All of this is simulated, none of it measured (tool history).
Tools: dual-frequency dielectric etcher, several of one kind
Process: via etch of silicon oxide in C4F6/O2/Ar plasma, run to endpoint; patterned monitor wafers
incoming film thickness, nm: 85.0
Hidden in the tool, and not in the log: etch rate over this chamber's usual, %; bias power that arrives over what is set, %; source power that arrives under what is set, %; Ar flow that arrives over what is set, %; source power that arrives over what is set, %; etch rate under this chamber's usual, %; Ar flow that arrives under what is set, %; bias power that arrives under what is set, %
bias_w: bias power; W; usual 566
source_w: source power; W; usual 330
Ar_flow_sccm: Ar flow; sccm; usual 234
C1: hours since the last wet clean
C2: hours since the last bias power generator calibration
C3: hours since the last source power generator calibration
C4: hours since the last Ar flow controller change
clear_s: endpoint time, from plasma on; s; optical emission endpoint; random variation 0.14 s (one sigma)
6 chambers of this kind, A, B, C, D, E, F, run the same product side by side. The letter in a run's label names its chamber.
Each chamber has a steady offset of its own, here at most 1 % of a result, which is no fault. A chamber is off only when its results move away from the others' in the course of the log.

Run 1A, day 0.558: usual settings; C1 87.0; C2 2035.8; C3 2107.0; C4 1302.6. Result: clear_s 18.846 s.
Run 2F, day 1.142: usual settings; C1 257.9; C2 1704.6; C3 1903.6; C4 179.9. Result: clear_s 18.886 s.
Run 3C, day 1.475: usual settings; C1 372.6; C2 853.4; C3 2046.8; C4 547.4. Result: clear_s 18.683 s.
At day 1.588: chamber C: wet clean of the chamber.
Run 4B, day 1.850: usual settings; C1 185.1; C2 288.9; C3 5259.5; C4 1512.3. Result: clear_s 18.642 s.
At day 1.971: chamber B: source power generator calibrated.
Run 5E, day 2.167: usual settings; C1 380.0; C2 1234.0; C3 783.2; C4 948.2. Result: clear_s 18.667 s.
Run 6D, day 2.488: usual settings; C1 306.6; C2 1656.2; C3 2107.7; C4 2530.7. Result: clear_s 18.600 s.
Run 7D, day 2.921: usual settings; C1 317.0; C2 1666.6; C3 2118.1; C4 2541.1. Result: clear_s 18.647 s.
Run 8B, day 3.346: usual settings; C1 221.0; C2 324.8; C3 33.1; C4 1548.2. Result: clear_s 19.091 s.
Run 9F, day 3.696: usual settings; C1 319.2; C2 1765.9; C3 1964.9; C4 241.2. Result: clear_s 18.449 s.
Run 10C, day 4.217: usual settings; C1 63.1; C2 919.2; C3 2112.6; C4 613.2. Result: clear_s 18.606 s.
Run 11A, day 4.725: usual settings; C1 187.0; C2 2135.8; C3 2207.0; C4 1402.6. Result: clear_s 18.499 s.
Run 12E, day 5.000: usual settings; C1 448.0; C2 1302.0; C3 851.2; C4 1016.2. Result: clear_s 18.652 s.
Run 13D, day 5.317: usual settings; C1 374.5; C2 1724.1; C3 2175.6; C4 2598.6. Result: clear_s 18.556 s.
Run 14A, day 5.704: usual settings; C1 210.5; C2 2159.3; C3 2230.5; C4 1426.1. Result: clear_s 18.716 s.
Run 15F, day 5.988: usual settings; C1 374.2; C2 1820.9; C3 2019.9; C4 296.2. Result: clear_s 18.811 s.
Run 16B, day 6.529: usual settings; C1 297.4; C2 401.2; C3 109.5; C4 1624.6. Result: clear_s 18.772 s.
Run 17E, day 6.825: usual settings; C1 491.8; C2 1345.8; C3 895.0; C4 1060.0. Result: clear_s 18.429 s.
Run 18C, day 7.358: usual settings; C1 138.5; C2 994.6; C3 2188.0; C4 688.6. Result: clear_s 18.582 s.
At day 7.688: chamber D: source power generator calibrated.
Run 19A, day 7.758: usual settings; C1 259.8; C2 2208.6; C3 2279.8; C4 1475.4. Result: clear_s 18.513 s.
At day 8.054: chamber D: wet clean of the chamber.
Run 20D, day 8.362: usual settings; C1 7.4; C2 1797.2; C3 16.3; C4 2671.7. Result: clear_s 18.622 s.
At day 8.546: chamber F: wet clean of the chamber.
Run 21C, day 8.879: usual settings; C1 175.0; C2 1031.1; C3 2224.5; C4 725.1. Result: clear_s 18.751 s.
Run 22F, day 9.471: usual settings; C1 22.3; C2 1904.5; C3 2103.5; C4 379.8. Result: clear_s 17.742 s.
Run 23E, day 9.767: usual settings; C1 562.4; C2 1416.4; C3 965.6; C4 1130.6. Result: clear_s 18.825 s.
Run 24B, day 10.133: usual settings but source_w 280 W, Ar_flow_sccm 267 sccm; C1 383.9; C2 487.7; C3 196.0; C4 1711.1. Result: clear_s 20.449 s.
Run 25D, day 10.417: usual settings but source_w 280 W, Ar_flow_sccm 267 sccm; C1 56.7; C2 1846.5; C3 65.6; C4 2721.0. Result: clear_s 19.708 s.
At day 10.521: chamber E: wet clean of the chamber.
Run 26B, day 10.712: usual settings but source_w 280 W, Ar_flow_sccm 267 sccm; C1 397.8; C2 501.6; C3 209.9; C4 1725.0. Result: clear_s 20.149 s.
At day 10.775: chamber D: bias power generator calibrated.
Run 27E, day 11.083: usual settings but source_w 280 W, Ar_flow_sccm 267 sccm; C1 13.5; C2 1448.0; C3 997.2; C4 1162.2. Result: clear_s 19.896 s.
Run 28A, day 11.412: usual settings but source_w 280 W, Ar_flow_sccm 267 sccm; C1 347.5; C2 2296.3; C3 2367.5; C4 1563.1. Result: clear_s 19.848 s.
At day 11.792: chamber B: wet clean of the chamber.
Run 29F, day 12.012: usual settings but source_w 280 W, Ar_flow_sccm 267 sccm; C1 83.3; C2 1965.5; C3 2164.5; C4 440.8. Result: clear_s 19.446 s.
Run 30C, day 12.621: usual settings; C1 264.8; C2 1120.9; C3 2314.3; C4 814.9. Result: clear_s 18.620 s.
At day 12.800: chamber A: wet clean of the chamber.
Run 31F, day 13.125: usual settings but Ar_flow_sccm 209 sccm; C1 110.0; C2 1992.2; C3 2191.2; C4 467.5. Result: clear_s 17.602 s.
Run 32C, day 13.621: usual settings but Ar_flow_sccm 209 sccm; C1 288.8; C2 1144.9; C3 2338.3; C4 838.9. Result: clear_s 18.230 s.
Run 33B, day 13.983: usual settings but Ar_flow_sccm 209 sccm; C1 52.6; C2 580.1; C3 288.4; C4 1803.5. Result: clear_s 18.536 s.
Run 34E, day 14.512: usual settings but Ar_flow_sccm 209 sccm; C1 95.8; C2 1530.3; C3 1079.5; C4 1244.5. Result: clear_s 18.508 s.
Run 35D, day 14.888: usual settings but Ar_flow_sccm 209 sccm; C1 164.0; C2 98.8; C3 172.9; C4 2828.3. Result: clear_s 18.276 s.
Run 36A, day 15.438: usual settings but Ar_flow_sccm 209 sccm; C1 63.3; C2 2392.9; C3 2464.1; C4 1659.7. Result: clear_s 18.430 s.

Is one chamber off against the others, does the gauge drift, or is nothing wrong? If a chamber is off, say which, and what the likeliest cause is.

A service left chamber F off against the others.
Cause: etch rate over this chamber's usual, % = 4.6.

Here are 4 candidates for chamber F's next run, each the usual settings with a change, their results left as question marks. Which one brings its results back in line with what the others give on the usual settings?
In line means no further than this from the other chambers' mean on the usual settings: clear_s 0.490 s
Run 37F-1, day 15.888: usual settings but bias_w 531 W, source_w 310 W, Ar_flow_sccm 238 sccm. Result: clear_s ?.
Run 37F-2, day 15.888: usual settings but source_w 430 W. Result: clear_s ?.
Run 37F-3, day 15.888: usual settings but bias_w 601 W, source_w 350 W, Ar_flow_sccm 230 sccm. Result: clear_s ?.
Run 37F-4, day 15.888: usual settings but source_w 260 W, Ar_flow_sccm 251 sccm. Result: clear_s ?.

The other chambers' mean on the usual settings: clear_s 18.629 s
  run  clear_s
37F-1   18.656
37F-2   16.143
37F-3   16.961
37F-4   19.504
37F-1 brings the chamber back in line.
